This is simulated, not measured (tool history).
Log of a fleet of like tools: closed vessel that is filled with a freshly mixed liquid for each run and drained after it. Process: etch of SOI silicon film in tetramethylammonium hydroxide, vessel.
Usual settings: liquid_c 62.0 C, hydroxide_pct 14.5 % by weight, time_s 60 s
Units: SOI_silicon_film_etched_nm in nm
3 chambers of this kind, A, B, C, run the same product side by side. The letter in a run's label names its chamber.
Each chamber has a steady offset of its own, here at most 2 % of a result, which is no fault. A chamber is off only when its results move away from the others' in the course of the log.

| run | hour | liquid_c | hydroxide_pct | time_s | read-back film thickness of the SOI silicon film reference wafer, read on the same gauge (nm) | SOI_silicon_film_etched_nm |
|---|---|---|---|---|---|---|
| 1C | 5.9 | 62.0 | 14.5 | 60 | 129.98 | 222.14 |
| 2B | 13.8 | 62.0 | 14.5 | 60 | 130.02 | 223.83 |
| 3A | 22.2 | 62.0 | 14.5 | 60 | 130.06 | 229.81 |
|  | 29.7 | chamber C: thermometer replaced |
| 4B | 31.6 | 62.0 | 14.5 | 60 | 130.01 | 221.16 |
| 5A | 39.4 | 59.5 | 14.5 | 85 | 130.00 | 277.02 |
| 6C | 47.0 | 59.5 | 14.5 | 85 | 129.99 | 272.61 |
| 7C | 53.7 | 59.5 | 14.5 | 85 | 130.03 | 272.63 |
| 8B | 58.4 | 62.0 | 14.5 | 60 | 130.03 | 221.82 |
| 9A | 63.9 | 62.0 | 14.5 | 60 | 130.00 | 225.99 |
| 10B | 70.0 | 62.0 | 14.5 | 60 | 129.99 | 222.55 |
| 11C | 77.3 | 62.0 | 12.5 | 60 | 129.98 | 240.60 |
| 12A | 86.7 | 62.0 | 12.5 | 60 | 130.00 | 246.92 |
| 13B | 95.2 | 62.0 | 12.5 | 60 | 130.00 | 239.14 |
| 14A | 102.5 | 62.0 | 14.5 | 60 | 129.98 | 228.84 |
| 15C | 111.2 | 62.0 | 14.5 | 60 | 129.98 | 226.59 |
| 16B | 120.2 | 62.0 | 14.5 | 60 | 129.97 | 222.05 |
| 17A | 126.6 | 62.0 | 14.5 | 60 | 130.01 | 222.41 |
|  | 132.0 | chamber C: hydroxide flow meter replaced |
| 18C | 135.1 | 62.0 | 14.5 | 60 | 129.98 | 225.20 |
| 19B | 139.7 | 62.0 | 14.5 | 60 | 129.97 | 222.45 |
| 20A | 146.7 | 62.0 | 14.5 | 60 | 129.99 | 220.95 |
| 21C | 153.4 | 62.0 | 14.5 | 60 | 130.01 | 222.41 |
| 22A | 158.3 | 62.0 | 14.5 | 60 | 129.99 | 218.02 |
| 23C | 165.4 | 62.0 | 14.5 | 60 | 129.98 | 223.32 |
| 24B | 174.9 | 62.0 | 14.5 | 60 | 130.02 | 222.16 |
| 25C | 179.3 | 62.0 | 16.5 | 35 | 130.02 | 124.44 |
| 26A | 187.5 | 62.0 | 16.5 | 35 | 130.00 | 119.58 |
| 27B | 192.5 | 62.0 | 16.5 | 35 | 129.94 | 124.00 |
| 28A | 199.6 | 62.0 | 14.5 | 60 | 129.97 | 212.80 |
| 29C | 207.9 | 62.0 | 14.5 | 60 | 130.05 | 223.84 |
| 30B | 214.7 | 62.0 | 14.5 | 60 | 130.02 | 222.96 |
| 31C | 224.5 | 62.0 | 14.5 | 60 | 129.99 | 225.64 |

What goes on in this fleet: one chamber off, a drifting gauge, or nothing beyond the chambers' own small offsets? Name the chamber and the cause, if any.

Chamber A drifts away from the others.
Cause: liquid colder than its thermometer reads (K) = 1.44.

Here are 4 candidates for chamber A's next run, each the usual settings with a change, their results left as question marks. Which one brings its results back in line with what the others give on the usual settings?
In line means no further than this from the other chambers' mean on the usual settings: SOI_silicon_film_etched_nm 5.70 nm
| 32A-1 | 231.6 | 62.0 | 14.0 | 60 |  | ? |
| 32A-2 | 231.6 | 61.0 | 14.5 | 60 |  | ? |
| 32A-3 | 231.6 | 62.0 | 15.0 | 60 |  | ? |
| 32A-4 | 231.6 | 63.0 | 14.5 | 60 |  | ? |

The other chambers' mean on the usual settings: SOI_silicon_film_etched_nm 223.30 nm
| run | SOI_silicon_film_etched_nm |
|---|---|
| 32A-1 | 212.84 |
| 32A-2 | 196.14 |
| 32A-3 | 205.24 |
| 32A-4 | 222.52 |
32A-4 brings the chamber back in line.
